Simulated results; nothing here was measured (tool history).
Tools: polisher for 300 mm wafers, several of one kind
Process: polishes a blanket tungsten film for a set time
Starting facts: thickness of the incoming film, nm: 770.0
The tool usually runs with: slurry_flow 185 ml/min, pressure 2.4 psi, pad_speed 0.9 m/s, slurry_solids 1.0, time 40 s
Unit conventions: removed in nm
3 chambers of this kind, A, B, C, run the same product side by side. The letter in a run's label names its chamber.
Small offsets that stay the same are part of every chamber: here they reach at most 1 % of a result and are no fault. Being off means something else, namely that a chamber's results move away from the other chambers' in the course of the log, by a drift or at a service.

run	day	slurry_flow	pressure	pad_speed	slurry_solids	time	wafers polished on this pad	hours since the slurry nozzle was cleaned	hours since the head pressure was calibrated	hours since the slurry blender was calibrated	hours since the slurry got fresh peroxide	removed
1A	0.312	185	2.4	0.9	1.0	40	520	424.8	20.7	298.0	81.2	111.390
2C	0.779	185	2.4	0.9	1.0	40	914	242.6	648.9	56.1	58.0	114.510
# day 1.108: chamber B: worn pad replaced by a new one
3B	1.133	185	2.4	0.9	1.0	40	11	372.1	555.1	205.1	98.1	113.250
# day 1.342: chamber C: slurry tank refilled with fresh slurry and peroxide
# day 1.538: chamber C: worn pad replaced by a new one
4C	1.717	185	2.4	0.9	1.0	40	74	265.1	671.4	78.6	9.1	115.630
# day 1.908: chamber B: slurry tank refilled with fresh slurry and peroxide
5B	2.058	185	2.4	0.9	1.0	40	388	394.3	577.3	227.3	3.7	116.850
# day 2.325: chamber A: worn pad replaced by a new one
6A	2.342	185	2.4	0.9	1.0	40	8	473.5	69.4	346.7	129.9	113.590
# day 2.625: chamber A: slurry tank refilled with fresh slurry and peroxide
7B	2.696	185	2.4	0.9	1.0	40	648	409.6	592.6	242.6	19.0	116.160
8C	3.117	185	2.4	0.9	1.0	40	645	298.7	705.0	112.2	42.7	113.990
9A	3.642	185	2.4	0.9	1.0	40	538	504.7	100.6	377.9	24.4	111.480
# day 3.796: chamber B: worn pad replaced by a new one
10C	4.133	185	2.4	0.9	0.7	40	1059	323.1	729.4	136.6	67.1	105.760
# day 4.212: chamber B: head pressure recalibrated
# day 4.308: chamber C: worn pad replaced by a new one
# day 4.467: chamber C: slurry tank refilled with fresh slurry and peroxide
11A	4.588	185	2.4	0.9	0.7	40	923	527.4	123.3	400.6	47.1	104.390
12B	4.867	185	2.4	0.9	0.7	40	438	461.7	15.7	294.7	71.1	93.301
13A	5.317	185	2.4	0.9	1.0	40	1221	544.9	140.8	418.1	64.6	112.400
# day 5.800: chamber A: worn pad replaced by a new one
# day 5.804: chamber A: slurry blender recalibrated
14B	5.862	185	2.4	0.9	1.0	40	844	485.6	39.6	318.6	95.0	100.520
# day 5.996: chamber C: slurry blender recalibrated
15C	6.121	185	2.4	0.9	1.0	40	739	370.8	777.1	3.0	39.8	113.140
# day 6.283: chamber B: worn pad replaced by a new one
16B	6.592	185	2.4	0.9	1.0	40	125	503.1	57.1	336.1	112.5	100.010
# day 6.779: chamber B: slurry tank refilled with fresh slurry and peroxide
# day 6.912: chamber C: worn pad replaced by a new one
# day 7.000: chamber C: slurry tank refilled with fresh slurry and peroxide
17A	7.138	185	2.4	0.9	1.0	40	546	588.6	184.5	32.1	108.3	113.130
# day 7.262: chamber C: head pressure recalibrated
# day 7.592: chamber A: slurry nozzle cleaned
18C	7.646	185	2.4	0.9	1.0	40	300	407.4	9.2	39.6	15.6	114.060
19C	8.183	185	2.4	0.9	1.0	40	519	420.3	22.1	52.5	28.5	113.520
# day 8.612: chamber A: slurry tank refilled with fresh slurry and peroxide
20A	8.746	185	2.4	0.9	1.0	40	1202	27.8	223.1	70.7	3.3	114.090
# day 9.167: chamber A: worn pad replaced by a new one
21B	9.258	185	2.4	0.9	1.0	40	1213	567.1	121.1	400.1	59.5	100.140
# day 9.292: chamber B: worn pad replaced by a new one
# day 9.525: chamber C: worn pad replaced by a new one
22A	9.696	185	2.4	0.9	1.0	40	216	50.6	245.9	93.5	26.1	112.810
# day 9.967: chamber C: slurry tank refilled with fresh slurry and peroxide
23B	10.046	185	2.4	0.9	1.2	45	308	586.0	140.0	419.0	78.4	119.300
24C	10.492	185	2.4	0.9	1.2	45	394	475.7	77.5	107.9	12.7	133.390
# day 10.500: chamber B: slurry blender recalibrated
25B	10.938	185	2.4	0.9	1.2	45	671	607.4	161.4	10.5	99.8	121.350
# day 11.046: chamber B: slurry tank refilled with fresh slurry and peroxide
# day 11.192: chamber C: slurry nozzle cleaned
26C	11.200	185	2.4	0.9	1.0	40	683	0.2	94.5	124.9	29.7	114.700
27A	11.692	185	2.4	0.9	1.0	40	1030	98.5	293.8	141.4	74.0	110.520
# day 11.938: chamber B: slurry nozzle cleaned
# day 12.129: chamber B: worn pad replaced by a new one
28B	12.208	185	2.4	0.9	1.0	40	32	6.6	191.9	41.0	28.0	102.010
# day 12.321: chamber C: worn pad replaced by a new one
29C	12.492	185	2.4	0.9	1.0	40	70	31.2	125.5	155.9	60.7	116.040
# day 12.804: chamber A: worn pad replaced by a new one
# day 12.862: chamber C: slurry tank refilled with fresh slurry and peroxide
30A	12.954	185	2.4	1.0	1.0	40	61	128.8	324.1	171.7	104.3	127.620
31A	13.342	185	2.4	1.0	1.0	40	219	138.1	333.4	181.0	113.6	126.400
32C	13.725	185	2.4	1.0	1.0	40	573	60.8	155.1	185.5	20.7	130.050

Each of the 3 chambers runs these same settings next. Fill in every chamber's results:
33A	14.154	185	2.4	0.9	1.0	40						?
33B	14.154	185	2.4	0.9	1.0	40						?
33C	14.154	185	2.4	0.9	1.0	40						?

run	removed
33A	113.960
33B	102.790
33C	114.640

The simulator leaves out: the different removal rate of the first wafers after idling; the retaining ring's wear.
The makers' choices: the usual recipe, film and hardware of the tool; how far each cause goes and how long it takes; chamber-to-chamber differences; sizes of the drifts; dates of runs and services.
